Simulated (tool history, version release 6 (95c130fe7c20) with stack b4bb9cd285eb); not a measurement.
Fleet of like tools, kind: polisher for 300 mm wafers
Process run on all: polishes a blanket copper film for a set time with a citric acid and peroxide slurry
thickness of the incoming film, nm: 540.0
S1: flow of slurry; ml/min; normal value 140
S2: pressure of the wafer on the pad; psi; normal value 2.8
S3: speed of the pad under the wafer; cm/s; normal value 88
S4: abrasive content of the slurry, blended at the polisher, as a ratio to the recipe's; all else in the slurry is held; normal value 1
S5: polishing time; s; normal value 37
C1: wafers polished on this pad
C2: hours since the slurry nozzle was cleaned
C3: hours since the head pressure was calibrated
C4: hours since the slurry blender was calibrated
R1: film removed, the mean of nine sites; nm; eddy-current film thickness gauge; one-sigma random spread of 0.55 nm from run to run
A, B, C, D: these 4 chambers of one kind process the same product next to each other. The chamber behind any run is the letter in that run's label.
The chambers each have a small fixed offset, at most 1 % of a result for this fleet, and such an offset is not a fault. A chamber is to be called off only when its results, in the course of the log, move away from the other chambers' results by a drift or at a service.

{"hour": 1.1, "done": "chamber A: worn pad replaced by a new one"}
{"run": "1D", "hour": 5.7, "S1": 140, "S2": 2.8, "S3": 88, "S4": 1, "S5": 37, "C1": 939, "C2": 348.1, "C3": 243.1, "C4": 29.4, "R1": 67.863}
{"run": "2B", "hour": 10.0, "S1": 140, "S2": 2.8, "S3": 88, "S4": 1, "S5": 37, "C1": 237, "C2": 527.7, "C3": 197.7, "C4": 11.0, "R1": 69.531}
{"hour": 12.7, "done": "chamber A: head pressure recalibrated"}
{"run": "3C", "hour": 15.1, "S1": 140, "S2": 2.8, "S3": 88, "S4": 1, "S5": 37, "C1": 892, "C2": 446.4, "C3": 74.0, "C4": 125.5, "R1": 68.838}
{"run": "4A", "hour": 18.7, "S1": 140, "S2": 2.8, "S3": 88, "S4": 1, "S5": 37, "C1": 122, "C2": 262.4, "C3": 6.1, "C4": 95.7, "R1": 68.035}
{"run": "5A", "hour": 23.0, "S1": 140, "S2": 2.8, "S3": 88, "S4": 1, "S5": 37, "C1": 152, "C2": 266.7, "C3": 10.4, "C4": 100.0, "R1": 67.563}
{"run": "6B", "hour": 29.6, "S1": 140, "S2": 2.8, "S3": 88, "S4": 1, "S5": 37, "C1": 373, "C2": 547.3, "C3": 217.3, "C4": 30.6, "R1": 69.555}
{"hour": 30.3, "done": "chamber D: slurry nozzle cleaned"}
{"run": "7C", "hour": 34.7, "S1": 140, "S2": 2.8, "S3": 88, "S4": 1, "S5": 37, "C1": 1029, "C2": 466.0, "C3": 93.6, "C4": 145.1, "R1": 69.47}
{"run": "8D", "hour": 38.6, "S1": 140, "S2": 2.8, "S3": 88, "S4": 1, "S5": 25, "C1": 1168, "C2": 8.4, "C3": 276.0, "C4": 62.3, "R1": 45.827}
{"run": "9B", "hour": 43.5, "S1": 140, "S2": 2.8, "S3": 88, "S4": 1, "S5": 25, "C1": 470, "C2": 561.2, "C3": 231.2, "C4": 44.5, "R1": 47.077}
{"run": "10A", "hour": 48.6, "S1": 140, "S2": 2.8, "S3": 88, "S4": 1, "S5": 25, "C1": 330, "C2": 292.3, "C3": 36.0, "C4": 125.6, "R1": 46.076}
{"run": "11C", "hour": 52.8, "S1": 140, "S2": 2.8, "S3": 88, "S4": 1, "S5": 25, "C1": 1154, "C2": 484.1, "C3": 111.7, "C4": 163.2, "R1": 47.124}
{"hour": 58.0, "done": "chamber C: slurry nozzle cleaned"}
{"run": "12D", "hour": 58.0, "S1": 140, "S2": 2.8, "S3": 88, "S4": 1, "S5": 37, "C1": 1303, "C2": 27.8, "C3": 295.4, "C4": 81.7, "R1": 66.793}
{"run": "13C", "hour": 63.8, "S1": 140, "S2": 2.8, "S3": 88, "S4": 1, "S5": 37, "C1": 1231, "C2": 5.9, "C3": 122.7, "C4": 174.2, "R1": 68.756}
{"hour": 66.1, "done": "chamber D: worn pad replaced by a new one"}
{"run": "14D", "hour": 67.9, "S1": 140, "S2": 2.8, "S3": 88, "S4": 1, "S5": 37, "C1": 12, "C2": 37.7, "C3": 305.3, "C4": 91.6, "R1": 66.575}
{"run": "15B", "hour": 71.6, "S1": 140, "S2": 2.8, "S3": 88, "S4": 1, "S5": 37, "C1": 665, "C2": 589.3, "C3": 259.3, "C4": 72.6, "R1": 69.361}
{"run": "16A", "hour": 77.8, "S1": 140, "S2": 2.8, "S3": 88, "S4": 1, "S5": 37, "C1": 533, "C2": 321.5, "C3": 65.2, "C4": 154.8, "R1": 68.646}
{"hour": 79.3, "done": "chamber C: worn pad replaced by a new one"}
{"run": "17A", "hour": 81.2, "S1": 140, "S2": 2.8, "S3": 88, "S4": 1, "S5": 37, "C1": 556, "C2": 324.9, "C3": 68.6, "C4": 158.2, "R1": 67.742}
{"hour": 81.4, "done": "chamber B: worn pad replaced by a new one"}
{"run": "18D", "hour": 84.9, "S1": 140, "S2": 2.8, "S3": 88, "S4": 1, "S5": 37, "C1": 130, "C2": 54.7, "C3": 322.3, "C4": 108.6, "R1": 66.826}
{"hour": 90.1, "done": "chamber A: worn pad replaced by a new one"}
{"run": "19C", "hour": 90.3, "S1": 140, "S2": 2.8, "S3": 88, "S4": 1, "S5": 37, "C1": 76, "C2": 32.4, "C3": 149.2, "C4": 200.7, "R1": 68.951}
{"run": "20B", "hour": 94.2, "S1": 140, "S2": 2.8, "S3": 88, "S4": 1, "S5": 37, "C1": 89, "C2": 611.9, "C3": 281.9, "C4": 95.2, "R1": 69.127}
{"run": "21B", "hour": 98.0, "S1": 140, "S2": 2.8, "S3": 88, "S4": 1, "S5": 37, "C1": 115, "C2": 615.7, "C3": 285.7, "C4": 99.0, "R1": 67.953}
{"run": "22D", "hour": 104.2, "S1": 140, "S2": 2.8, "S3": 88, "S4": 1, "S5": 37, "C1": 264, "C2": 74.0, "C3": 341.6, "C4": 127.9, "R1": 65.777}
{"run": "23A", "hour": 110.7, "S1": 140, "S2": 2.8, "S3": 88, "S4": 1, "S5": 37, "C1": 143, "C2": 354.4, "C3": 98.1, "C4": 187.7, "R1": 68.355}
{"run": "24C", "hour": 114.2, "S1": 140, "S2": 2.8, "S3": 88, "S4": 1, "S5": 37, "C1": 242, "C2": 56.3, "C3": 173.1, "C4": 224.6, "R1": 69.2}
{"run": "25D", "hour": 119.2, "S1": 140, "S2": 2.8, "S3": 88, "S4": 1, "S5": 37, "C1": 368, "C2": 89.0, "C3": 356.6, "C4": 142.9, "R1": 65.986}
{"run": "26B", "hour": 123.1, "S1": 140, "S2": 2.8, "S3": 88, "S4": 1, "S5": 37, "C1": 289, "C2": 640.8, "C3": 310.8, "C4": 124.1, "R1": 68.946}
{"run": "27C", "hour": 129.6, "S1": 140, "S2": 2.8, "S3": 88, "S4": 1, "S5": 37, "C1": 349, "C2": 71.7, "C3": 188.5, "C4": 240.0, "R1": 68.934}
{"run": "28A", "hour": 135.0, "S1": 140, "S2": 2.8, "S3": 88, "S4": 1, "S5": 37, "C1": 312, "C2": 378.7, "C3": 122.4, "C4": 212.0, "R1": 67.499}
{"run": "29D", "hour": 140.1, "S1": 140, "S2": 2.8, "S3": 88, "S4": 1, "S5": 37, "C1": 514, "C2": 109.9, "C3": 377.5, "C4": 163.8, "R1": 65.032}
{"run": "30C", "hour": 144.3, "S1": 140, "S2": 2.8, "S3": 88, "S4": 1, "S5": 37, "C1": 451, "C2": 86.4, "C3": 203.2, "C4": 254.7, "R1": 68.912}
{"run": "31B", "hour": 150.7, "S1": 140, "S2": 2.8, "S3": 88, "S4": 1, "S5": 37, "C1": 481, "C2": 668.4, "C3": 338.4, "C4": 151.7, "R1": 70.477}
{"run": "32A", "hour": 154.8, "S1": 140, "S2": 2.8, "S3": 88, "S4": 1, "S5": 37, "C1": 449, "C2": 398.5, "C3": 142.2, "C4": 231.8, "R1": 67.856}

Has any chamber moved away from the others, gradually or after a service, or does the common gauge drift, or do the chambers differ only by their own small steady offsets? State the chamber and the most likely cause if one applies.

It is chamber D that slowly wanders off from its peers.
Cause: abrasive missing from the slurry, % = 25.5.
It could be hard to tell apart here from: head's pressure below its setpoint, %.

Below are 4 candidate recipes for chamber D's next run, each the usual settings with a change, their results shown as question marks. Which of them brings D's results back in line with what the other chambers give on the usual settings?
In-line tolerance around the mean of the other chambers on the usual settings: R1 1.900 nm
{"run": "33D-1", "hour": 159.7, "S1": 140, "S2": 2.8, "S3": 88, "S4": 1, "S5": 32, "R1": "?"}
{"run": "33D-2", "hour": 159.7, "S1": 140, "S2": 3.0, "S3": 92, "S4": 1, "S5": 39, "R1": "?"}
{"run": "33D-3", "hour": 159.7, "S1": 140, "S2": 2.8, "S3": 82, "S4": 1, "S5": 37, "R1": "?"}
{"run": "33D-4", "hour": 159.7, "S1": 140, "S2": 2.9, "S3": 90, "S4": 1, "S5": 38, "R1": "?"}

What the other chambers average on the usual settings: R1 68.798 nm
run=33D-1 R1=55.449
run=33D-2 R1=75.409
run=33D-3 R1=59.929
run=33D-4 R1=69.610
Change 33D-4 lands the chamber within the allowed miss of the other chambers.
